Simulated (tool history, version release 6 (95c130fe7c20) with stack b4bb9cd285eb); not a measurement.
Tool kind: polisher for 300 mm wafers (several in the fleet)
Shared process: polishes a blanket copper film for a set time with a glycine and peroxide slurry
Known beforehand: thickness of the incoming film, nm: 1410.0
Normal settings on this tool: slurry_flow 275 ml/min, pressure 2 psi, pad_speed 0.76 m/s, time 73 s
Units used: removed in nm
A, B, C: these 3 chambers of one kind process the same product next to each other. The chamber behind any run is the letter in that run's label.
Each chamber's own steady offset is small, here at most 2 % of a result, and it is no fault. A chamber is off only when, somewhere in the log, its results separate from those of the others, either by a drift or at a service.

{"run": "1C", "hour": 5.3, "slurry_flow": 275, "pressure": 2, "pad_speed": 0.76, "time": 73, "removed": 249.32}
{"run": "2A", "hour": 12.1, "slurry_flow": 275, "pressure": 2, "pad_speed": 0.76, "time": 73, "removed": 261.26}
{"run": "3B", "hour": 17.6, "slurry_flow": 275, "pressure": 2, "pad_speed": 0.76, "time": 73, "removed": 255.52}
{"run": "4A", "hour": 21.5, "slurry_flow": 275, "pressure": 2, "pad_speed": 0.76, "time": 73, "removed": 261.04}
{"run": "5B", "hour": 27.6, "slurry_flow": 275, "pressure": 2, "pad_speed": 0.76, "time": 73, "removed": 255.23}
{"run": "6C", "hour": 33.0, "slurry_flow": 275, "pressure": 2, "pad_speed": 0.76, "time": 73, "removed": 252.84}
{"run": "7C", "hour": 36.4, "slurry_flow": 275, "pressure": 2, "pad_speed": 0.76, "time": 73, "removed": 252.8}
{"run": "8B", "hour": 40.1, "slurry_flow": 275, "pressure": 2, "pad_speed": 0.76, "time": 73, "removed": 252.74}
{"run": "9A", "hour": 44.7, "slurry_flow": 275, "pressure": 2, "pad_speed": 0.76, "time": 73, "removed": 258.14}
{"run": "10B", "hour": 50.5, "slurry_flow": 275, "pressure": 2, "pad_speed": 0.76, "time": 73, "removed": 246.83}
{"hour": 55.6, "done": "chamber A: worn pad replaced by a new one"}
{"run": "11C", "hour": 57.6, "slurry_flow": 275, "pressure": 2.5, "pad_speed": 0.5, "time": 73, "removed": 218.68}
{"hour": 59.3, "done": "chamber B: worn pad replaced by a new one"}
{"hour": 61.9, "done": "chamber C: worn pad replaced by a new one"}
{"run": "12A", "hour": 63.4, "slurry_flow": 275, "pressure": 2.5, "pad_speed": 0.5, "time": 73, "removed": 227.66}
{"run": "13B", "hour": 70.4, "slurry_flow": 275, "pressure": 2.5, "pad_speed": 0.5, "time": 73, "removed": 220.45}
{"run": "14C", "hour": 74.4, "slurry_flow": 275, "pressure": 2, "pad_speed": 0.76, "time": 73, "removed": 256.05}
{"run": "15A", "hour": 77.8, "slurry_flow": 275, "pressure": 2, "pad_speed": 0.76, "time": 73, "removed": 258.02}
{"run": "16C", "hour": 81.5, "slurry_flow": 275, "pressure": 2, "pad_speed": 0.76, "time": 73, "removed": 247.55}
{"run": "17B", "hour": 87.9, "slurry_flow": 325, "pressure": 2, "pad_speed": 0.54, "time": 73, "removed": 196.3}
{"run": "18A", "hour": 94.1, "slurry_flow": 325, "pressure": 2, "pad_speed": 0.54, "time": 73, "removed": 209.77}
{"run": "19C", "hour": 99.7, "slurry_flow": 325, "pressure": 2, "pad_speed": 0.54, "time": 73, "removed": 200.14}
{"hour": 101.9, "done": "chamber C: slurry nozzle cleaned"}
{"run": "20A", "hour": 106.6, "slurry_flow": 275, "pressure": 2, "pad_speed": 0.76, "time": 73, "removed": 264.5}
{"hour": 107.1, "done": "chamber A: worn pad replaced by a new one"}
{"run": "21B", "hour": 113.2, "slurry_flow": 275, "pressure": 2, "pad_speed": 0.76, "time": 73, "removed": 244.46}
{"run": "22A", "hour": 118.2, "slurry_flow": 275, "pressure": 2, "pad_speed": 0.76, "time": 73, "removed": 264.57}
{"run": "23B", "hour": 125.0, "slurry_flow": 275, "pressure": 2, "pad_speed": 0.76, "time": 73, "removed": 237.53}
{"run": "24C", "hour": 130.9, "slurry_flow": 275, "pressure": 2, "pad_speed": 0.76, "time": 73, "removed": 251.7}
{"run": "25A", "hour": 134.4, "slurry_flow": 275, "pressure": 2, "pad_speed": 0.76, "time": 73, "removed": 265.14}
{"run": "26B", "hour": 141.0, "slurry_flow": 360, "pressure": 2, "pad_speed": 0.86, "time": 73, "removed": 265.44}
{"run": "27C", "hour": 145.7, "slurry_flow": 360, "pressure": 2, "pad_speed": 0.86, "time": 73, "removed": 281.37}
{"run": "28B", "hour": 152.2, "slurry_flow": 360, "pressure": 2, "pad_speed": 0.86, "time": 73, "removed": 260.85}
{"hour": 153.5, "done": "chamber A: worn pad replaced by a new one"}
{"hour": 155.6, "done": "chamber B: worn pad replaced by a new one"}
{"run": "29A", "hour": 158.1, "slurry_flow": 275, "pressure": 2, "pad_speed": 0.76, "time": 73, "removed": 259.8}
{"run": "30C", "hour": 164.6, "slurry_flow": 275, "pressure": 2, "pad_speed": 0.76, "time": 73, "removed": 250.18}
{"run": "31A", "hour": 169.8, "slurry_flow": 275, "pressure": 2, "pad_speed": 0.76, "time": 73, "removed": 260.27}
{"run": "32C", "hour": 173.5, "slurry_flow": 275, "pressure": 2, "pad_speed": 0.76, "time": 73, "removed": 255.1}
{"run": "33B", "hour": 180.2, "slurry_flow": 275, "pressure": 2, "pad_speed": 0.84, "time": 82, "removed": 282.85}
{"run": "34B", "hour": 186.4, "slurry_flow": 275, "pressure": 2, "pad_speed": 0.84, "time": 82, "removed": 279.37}
{"run": "35A", "hour": 193.1, "slurry_flow": 275, "pressure": 2, "pad_speed": 0.84, "time": 82, "removed": 305.39}

Decide between three cases: one chamber stands off from its peers, the gauge reading all wafers drifts, or nothing is wrong past each chamber's small offset. Where a chamber is off, say which and what most likely put it there.

It is chamber B that slowly wanders off from its peers.
Cause: head's pressure below its setpoint, % = 12.1.

Chamber B could run next with any of the 4 candidate recipes listed below; each alters the usual settings, and their results appear as question marks. Which one brings its results back in line with what the other chambers deliver on the usual settings?
To be in line, a result may differ from the other chambers' mean on the usual settings by at most: removed 13 nm
{"run": "36B-1", "hour": 198.2, "slurry_flow": 275, "pressure": 2, "pad_speed": 0.7, "time": 63, "removed": "?"}
{"run": "36B-2", "hour": 198.2, "slurry_flow": 280, "pressure": 2, "pad_speed": 0.86, "time": 73, "removed": "?"}
{"run": "36B-3", "hour": 198.2, "slurry_flow": 275, "pressure": 2.6, "pad_speed": 0.76, "time": 73, "removed": "?"}
{"run": "36B-4", "hour": 198.2, "slurry_flow": 275, "pressure": 1.7, "pad_speed": 0.76, "time": 73, "removed": "?"}

Other chambers, usual settings, mean: removed 255.54 nm
run=36B-1 removed=189.39
run=36B-2 removed=253.19
run=36B-3 removed=280.79
run=36B-4 removed=207.52
With 36B-2, the chamber falls back in line with the rest.
